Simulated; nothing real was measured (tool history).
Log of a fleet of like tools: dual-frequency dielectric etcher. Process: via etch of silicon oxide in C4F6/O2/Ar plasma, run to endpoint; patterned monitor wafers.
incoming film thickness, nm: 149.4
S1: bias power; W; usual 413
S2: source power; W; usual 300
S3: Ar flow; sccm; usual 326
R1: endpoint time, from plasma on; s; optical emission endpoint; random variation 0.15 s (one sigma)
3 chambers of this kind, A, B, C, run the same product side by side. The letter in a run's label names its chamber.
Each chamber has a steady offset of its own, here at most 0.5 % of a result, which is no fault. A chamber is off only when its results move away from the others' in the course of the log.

Run 1A, hour 7.8: usual settings. Result: R1 39.318 s.
Run 2C, hour 15.7: usual settings. Result: R1 39.446 s.
Run 3B, hour 29.7: usual settings. Result: R1 39.800 s.
Run 4C, hour 44.4: usual settings. Result: R1 39.646 s.
Run 5A, hour 58.6: usual settings. Result: R1 39.484 s.
Run 6B, hour 69.3: usual settings. Result: R1 39.678 s.
Run 7C, hour 76.4: usual settings. Result: R1 39.641 s.
At hour 81.0: chamber C: wet clean of the chamber.
Run 8B, hour 92.1: usual settings but S1 509 W, S3 249 sccm. Result: R1 35.758 s.
Run 9A, hour 104.3: usual settings but S1 509 W, S3 249 sccm. Result: R1 35.500 s.
Run 10C, hour 113.5: usual settings but S1 509 W, S3 249 sccm. Result: R1 35.321 s.
Run 11B, hour 128.8: usual settings. Result: R1 39.775 s.
Run 12A, hour 139.8: usual settings. Result: R1 39.231 s.
Run 13A, hour 155.3: usual settings but S1 329 W, S2 350 W. Result: R1 40.358 s.
At hour 156.4: chamber B: wet clean of the chamber.
Run 14C, hour 165.6: usual settings but S1 329 W, S2 350 W. Result: R1 40.683 s.
Run 15B, hour 174.1: usual settings but S1 329 W, S2 350 W. Result: R1 42.430 s.
Run 16A, hour 189.4: usual settings. Result: R1 39.447 s.
Run 17C, hour 202.2: usual settings. Result: R1 39.657 s.
Run 18B, hour 210.4: usual settings but S1 320 W, S3 350 sccm. Result: R1 46.258 s.
Run 19C, hour 221.9: usual settings but S1 320 W, S3 350 sccm. Result: R1 43.766 s.
At hour 233.9: chamber A: wet clean of the chamber.
Run 20B, hour 236.9: usual settings but S1 320 W, S3 350 sccm. Result: R1 46.154 s.
Run 21A, hour 249.5: usual settings. Result: R1 39.745 s.
Run 22C, hour 259.5: usual settings but S1 457 W, S3 280 sccm. Result: R1 37.564 s.
Run 23A, hour 273.0: usual settings but S1 457 W, S3 280 sccm. Result: R1 37.535 s.
Run 24B, hour 282.8: usual settings but S1 457 W, S3 280 sccm. Result: R1 39.338 s.
Run 25C, hour 289.6: usual settings. Result: R1 39.914 s.
Run 26B, hour 298.1: usual settings. Result: R1 41.541 s.
Run 27A, hour 305.9: usual settings. Result: R1 39.150 s.
Run 28B, hour 313.6: usual settings but S2 360 W. Result: R1 38.693 s.
Run 29C, hour 324.9: usual settings but S2 360 W. Result: R1 37.112 s.
Run 30A, hour 332.2: usual settings but S2 360 W. Result: R1 36.824 s.
Run 31A, hour 346.9: usual settings. Result: R1 39.522 s.
Run 32C, hour 357.2: usual settings. Result: R1 39.445 s.

All 3 chambers run these settings next. Forecast each chamber's results:
Run 33A, hour 368.5: usual settings. Result: R1 ?.
Run 33B, hour 368.5: usual settings. Result: R1 ?.
Run 33C, hour 368.5: usual settings. Result: R1 ?.

run      R1
33A  39.339
33B  41.535
33C  39.669
